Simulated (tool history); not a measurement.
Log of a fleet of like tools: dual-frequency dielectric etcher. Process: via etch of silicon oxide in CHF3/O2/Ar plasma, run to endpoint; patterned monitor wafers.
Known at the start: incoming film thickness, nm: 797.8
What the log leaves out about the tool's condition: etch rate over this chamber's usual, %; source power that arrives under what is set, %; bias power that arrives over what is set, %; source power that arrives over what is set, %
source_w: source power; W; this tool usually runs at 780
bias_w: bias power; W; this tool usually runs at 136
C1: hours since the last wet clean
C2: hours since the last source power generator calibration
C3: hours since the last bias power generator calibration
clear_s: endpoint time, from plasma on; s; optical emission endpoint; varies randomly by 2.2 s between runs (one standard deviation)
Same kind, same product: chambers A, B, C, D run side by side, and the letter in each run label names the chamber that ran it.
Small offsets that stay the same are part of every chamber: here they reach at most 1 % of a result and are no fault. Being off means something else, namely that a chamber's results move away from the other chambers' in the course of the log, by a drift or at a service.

Run 1C, hour 8.6: usual settings; C1 391.3; C2 624.7; C3 3190. Result: clear_s 401.79 s.
Run 2D, hour 17.6: usual settings; C1 294; C2 1815.1; C3 2317.1. Result: clear_s 401.16 s.
Run 3B, hour 24: usual settings; C1 71.4; C2 1617.8; C3 2031. Result: clear_s 392.18 s.
Run 4A, hour 33.3: usual settings; C1 370.9; C2 587.1; C3 3627.2. Result: clear_s 402.48 s.
Run 5C, hour 38.5: usual settings; C1 421.2; C2 654.6; C3 3219.9. Result: clear_s 397.9 s.
Run 6A, hour 46.4: usual settings but source_w 660 W; C1 384; C2 600.2; C3 3640.3. Result: clear_s 428.47 s.
Run 7B, hour 51.7: usual settings but source_w 660 W; C1 99.1; C2 1645.5; C3 2058.7. Result: clear_s 420.29 s.
Run 8D, hour 59.4: usual settings but source_w 660 W; C1 335.8; C2 1856.9; C3 2358.9. Result: clear_s 425.01 s.
Run 9C, hour 65.7: usual settings but source_w 660 W; C1 448.4; C2 681.8; C3 3247.1. Result: clear_s 432.53 s.
Run 10A, hour 75.2: usual settings but source_w 870 W, bias_w 169 W; C1 412.8; C2 629; C3 3669.1. Result: clear_s 358.01 s.
Run 11B, hour 83.6: usual settings but source_w 870 W, bias_w 169 W; C1 131; C2 1677.4; C3 2090.6. Result: clear_s 353.92 s.
Run 12D, hour 93.3: usual settings but source_w 870 W, bias_w 169 W; C1 369.7; C2 1890.8; C3 2392.8. Result: clear_s 354.38 s.
Run 13B, hour 99.3: usual settings but source_w 870 W, bias_w 169 W; C1 146.7; C2 1693.1; C3 2106.3. Result: clear_s 352.54 s.
Run 14C, hour 108.2: usual settings; C1 490.9; C2 724.3; C3 3289.6. Result: clear_s 397.63 s.
Run 15D, hour 113.4: usual settings; C1 389.8; C2 1910.9; C3 2412.9. Result: clear_s 395.29 s.
Run 16A, hour 118.9: usual settings but source_w 930 W, bias_w 156 W; C1 456.5; C2 672.7; C3 3712.8. Result: clear_s 357.29 s.
Run 17B, hour 124.6: usual settings but source_w 930 W, bias_w 156 W; C1 172; C2 1718.4; C3 2131.6. Result: clear_s 351.66 s.
At hour 125.9: chamber D: source power generator calibrated.
At hour 126.8: chamber A: wet clean of the chamber.
Run 18D, hour 131.1: usual settings but source_w 930 W, bias_w 156 W; C1 407.5; C2 5.3; C3 2430.6. Result: clear_s 354.49 s.
Run 19A, hour 137.5: usual settings but source_w 930 W, bias_w 156 W; C1 10.8; C2 691.3; C3 3731.4. Result: clear_s 361.54 s.
Run 20C, hour 144.8: usual settings; C1 527.5; C2 760.9; C3 3326.2. Result: clear_s 398.56 s.
Run 21B, hour 150.4: usual settings; C1 197.8; C2 1744.2; C3 2157.4. Result: clear_s 400.26 s.
Run 22A, hour 156.9: usual settings; C1 30.2; C2 710.7; C3 3750.8. Result: clear_s 400.18 s.
Run 23D, hour 164.8: usual settings; C1 441.2; C2 39; C3 2464.3. Result: clear_s 399.48 s.
Run 24C, hour 169.4: usual settings; C1 552.1; C2 785.5; C3 3350.8. Result: clear_s 397.88 s.
Run 25C, hour 177: usual settings; C1 559.7; C2 793.1; C3 3358.4. Result: clear_s 397.23 s.
Run 26D, hour 185.7: usual settings; C1 462.1; C2 59.9; C3 2485.2. Result: clear_s 401.43 s.
Run 27B, hour 191: usual settings; C1 238.4; C2 1784.8; C3 2198. Result: clear_s 395.53 s.
Run 28A, hour 196.2: usual settings; C1 69.5; C2 750; C3 3790.1. Result: clear_s 400.44 s.
Run 29B, hour 201.8: usual settings; C1 249.2; C2 1795.6; C3 2208.8. Result: clear_s 400.28 s.
Run 30C, hour 209: usual settings but bias_w 106 W; C1 591.7; C2 825.1; C3 3390.4. Result: clear_s 433.5 s.
Run 31A, hour 217.8: usual settings but bias_w 106 W; C1 91.1; C2 771.6; C3 3811.7. Result: clear_s 436.75 s.
Run 32D, hour 222.3: usual settings but bias_w 106 W; C1 498.7; C2 96.5; C3 2521.8. Result: clear_s 429.09 s.
Run 33B, hour 230.3: usual settings but bias_w 106 W; C1 277.7; C2 1824.1; C3 2237.3. Result: clear_s 429.32 s.
Run 34D, hour 240.1: usual settings; C1 516.5; C2 114.3; C3 2539.6. Result: clear_s 401.62 s.
Run 35C, hour 248.7: usual settings; C1 631.4; C2 864.8; C3 3430.1. Result: clear_s 399.73 s.

Each of the 4 chambers runs these same settings next. Fill in every chamber's results:
Run 36A, hour 256.2: usual settings but source_w 620 W. Result: clear_s ?.
Run 36B, hour 256.2: usual settings but source_w 620 W. Result: clear_s ?.
Run 36C, hour 256.2: usual settings but source_w 620 W. Result: clear_s ?.
Run 36D, hour 256.2: usual settings but source_w 620 W. Result: clear_s ?.

run  clear_s
36A   442.25
36B   436.88
36C   435.65
36D   434.74
